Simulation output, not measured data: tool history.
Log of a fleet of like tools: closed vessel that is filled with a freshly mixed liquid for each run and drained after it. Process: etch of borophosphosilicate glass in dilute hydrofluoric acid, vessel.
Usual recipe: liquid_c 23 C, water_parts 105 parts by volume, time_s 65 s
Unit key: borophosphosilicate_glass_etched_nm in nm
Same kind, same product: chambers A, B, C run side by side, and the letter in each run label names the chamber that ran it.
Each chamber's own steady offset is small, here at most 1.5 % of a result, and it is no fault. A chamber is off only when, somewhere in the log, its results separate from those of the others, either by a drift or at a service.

run	day	liquid_c	water_parts	time_s	hours since the thermometer was replaced	hours since the hydrofluoric acid flow meter was replaced	read-back film thickness of the borophosphosilicate glass reference wafer, read on the same gauge (nm)	borophosphosilicate_glass_etched_nm
1B	0.279	23	105	65	281	236.9	149.99	30.318
2C	0.546	23	105	65	438.5	549.6	149.96	29.685
3A	0.85	23	105	65	1406.8	1421.2	150.02	29.312
4B	1.083	23	105	65	300.3	256.2	150.02	30.12
5C	1.254	23	105	65	455.5	566.6	150.02	30.002
6A	1.458	26	105	65	1421.4	1435.8	149.98	33.027
7B	1.721	26	105	65	315.6	271.5	149.98	33.845
8C	2.054	26	105	65	474.7	585.8	149.99	33.337
9A	2.375	23	105	65	1443.4	1457.8	150	29.418
10B	2.646	23	105	65	337.8	293.7	150.01	29.768
11A	2.892	23	105	65	1455.8	1470.2	150.01	29.446
12C	3.188	23	105	65	501.9	613	149.98	29.134
13B	3.396	23	105	65	355.8	311.7	149.99	29.827
14C	3.662	23	105	65	513.3	624.4	150.02	29.082
15A	3.971	23	105	65	1481.7	1496.1	150.05	29.195
16C	4.258	23	105	65	527.6	638.7	150.02	28.565
17B	4.438	20.5	105	35	380.8	336.7	149.97	14.459
18A	4.583	20.5	105	35	1496.4	1510.8	150	14.498
19A	4.808	20.5	105	35	1501.8	1516.2	150.03	14.314
20B	5.062	23	105	65	395.8	351.7	149.99	29.909
21C	5.258	23	105	65	551.6	662.7	149.99	28.011
22B	5.475	23	105	65	405.7	361.6	150	29.928
23A	5.729	23	105	65	1523.9	1538.3	149.99	29.46

Decide between three cases: one chamber stands off from its peers, the gauge reading all wafers drifts, or nothing is wrong past each chamber's small offset. Where a chamber is off, say which and what most likely put it there.

Little by little, chamber C moves away from the other chambers.
Likeliest cause: hydrofluoric acid flow below the setpoint (%) = 6.64.
Not necessarily distinguishable in this log from: liquid colder than its thermometer reads (K).

Below are 4 candidate recipes for chamber C's next run, each the usual settings with a change, their results shown as question marks. Which of them brings C's results back in line with what the other chambers give on the usual settings?
A result is in line if it is within this distance of the other chambers' mean on the usual settings: borophosphosilicate_glass_etched_nm 0.88 nm
24C-1	5.967	23	105	60				?
24C-2	5.967	26.5	105	65				?
24C-3	5.967	23	105	70				?
24C-4	5.967	23	110	60				?

Average result of the remaining chambers running the usual settings: borophosphosilicate_glass_etched_nm 29.681 nm
run	borophosphosilicate_glass_etched_nm
24C-1	25.613
24C-2	31.757
24C-3	29.882
24C-4	24.309
The answer is 24C-3, which returns the chamber to within the allowed miss of the others.
